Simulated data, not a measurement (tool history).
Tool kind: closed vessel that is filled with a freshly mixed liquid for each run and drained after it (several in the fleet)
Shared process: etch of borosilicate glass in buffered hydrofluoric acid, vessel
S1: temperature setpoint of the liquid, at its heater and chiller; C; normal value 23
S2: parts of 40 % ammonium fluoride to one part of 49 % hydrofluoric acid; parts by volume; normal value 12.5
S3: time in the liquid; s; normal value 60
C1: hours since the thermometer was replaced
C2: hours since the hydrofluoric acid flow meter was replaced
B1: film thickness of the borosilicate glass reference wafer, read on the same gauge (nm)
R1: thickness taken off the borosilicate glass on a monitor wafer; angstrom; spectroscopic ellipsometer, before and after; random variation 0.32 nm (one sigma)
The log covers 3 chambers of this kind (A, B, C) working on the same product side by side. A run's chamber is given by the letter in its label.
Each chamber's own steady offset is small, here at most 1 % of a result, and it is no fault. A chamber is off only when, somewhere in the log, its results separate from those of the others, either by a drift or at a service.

run 1C day=0.138 | S1=23 S2=12.5 S3=60 | C1=504.7 C2=400.4 | B1=80.023 | R1=564.96
run 2B day=0.221 | S1=23 S2=12.5 S3=60 | C1=362.4 C2=448.6 | B1=79.982 | R1=575.44
run 3A day=0.392 | S1=23 S2=12.5 S3=60 | C1=1999.1 C2=708.5 | B1=79.964 | R1=564.06
run 4C day=0.521 | S1=23 S2=12.5 S3=60 | C1=513.9 C2=409.6 | B1=79.982 | R1=571.91
run 5B day=0.604 | S1=23 S2=12.5 S3=60 | C1=371.6 C2=457.8 | B1=80.021 | R1=574.64
run 6A day=0.733 | S1=23 S2=12.5 S3=60 | C1=2007.3 C2=716.7 | B1=79.981 | R1=569.66
run 7A day=0.879 | S1=23 S2=12.5 S3=60 | C1=2010.8 C2=720.2 | B1=79.961 | R1=568.26
run 8B day=1.000 | S1=23 S2=12.5 S3=60 | C1=381.1 C2=467.3 | B1=79.992 | R1=573.75
run 9C day=1.142 | S1=23 S2=16.0 S3=80 | C1=528.8 C2=424.5 | B1=79.992 | R1=594.01
run 10C day=1.225 | S1=23 S2=16.0 S3=80 | C1=530.8 C2=426.5 | B1=80.004 | R1=597.03
run 11B day=1.375 | S1=23 S2=16.0 S3=80 | C1=390.1 C2=476.3 | B1=80.034 | R1=595.17
run 12A day=1.533 | S1=23 S2=12.5 S3=60 | C1=2026.5 C2=735.9 | B1=79.989 | R1=568.53
run 13A day=1.646 | S1=23 S2=12.5 S3=60 | C1=2029.2 C2=738.6 | B1=79.976 | R1=565.82
run 14C day=1.729 | S1=23 S2=12.5 S3=60 | C1=542.9 C2=438.6 | B1=80.018 | R1=563.11
run 15B day=1.862 | S1=23 S2=12.5 S3=60 | C1=401.8 C2=488.0 | B1=80.005 | R1=574.72
run 16C day=1.979 | S1=23 S2=12.5 S3=75 | C1=548.9 C2=444.6 | B1=80.022 | R1=714.29
run 17B day=2.117 | S1=23 S2=12.5 S3=75 | C1=407.9 C2=494.1 | B1=79.947 | R1=727.37
run 18A day=2.200 | S1=23 S2=12.5 S3=75 | C1=2042.5 C2=751.9 | B1=80.004 | R1=709.11
run 19B day=2.292 | S1=23 S2=12.5 S3=60 | C1=412.1 C2=498.3 | B1=79.988 | R1=589.54
run 20C day=2.375 | S1=23 S2=12.5 S3=60 | C1=558.4 C2=454.1 | B1=79.991 | R1=572.24
run 21A day=2.475 | S1=23 S2=12.5 S3=60 | C1=2049.1 C2=758.5 | B1=79.977 | R1=563.52
run 22C day=2.571 | S1=23 S2=12.5 S3=60 | C1=563.1 C2=458.8 | B1=79.977 | R1=564.59
run 23B day=2.692 | S1=23 S2=12.5 S3=60 | C1=421.7 C2=507.9 | B1=79.944 | R1=593.47
run 24A day=2.858 | S1=23 S2=17.0 S3=60 | C1=2058.3 C2=767.7 | B1=79.992 | R1=420.23
run 25C day=2.983 | S1=23 S2=17.0 S3=60 | C1=573.0 C2=468.7 | B1=80.011 | R1=419.72
run 26B day=3.096 | S1=23 S2=17.0 S3=60 | C1=431.4 C2=517.6 | B1=79.971 | R1=440.57
run 27A day=3.200 | S1=23 S2=12.5 S3=60 | C1=2066.5 C2=775.9 | B1=80.050 | R1=567.07
run 28B day=3.300 | S1=23 S2=12.5 S3=60 | C1=436.3 C2=522.5 | B1=79.965 | R1=601.59
run 29C day=3.454 | S1=23 S2=12.5 S3=60 | C1=584.3 C2=480.0 | B1=80.002 | R1=564.09
run 30A day=3.571 | S1=23 S2=14.5 S3=90 | C1=2075.4 C2=784.8 | B1=80.022 | R1=736.07

Predict what each chamber gives when all 3 of them run the settings below next.
run 31A day=3.700 | S1=23 S2=12.5 S3=60 | R1=?
run 31B day=3.700 | S1=23 S2=12.5 S3=60 | R1=?
run 31C day=3.700 | S1=23 S2=12.5 S3=60 | R1=?

run=31A R1=567.45
run=31B R1=616.54
run=31C R1=568.65
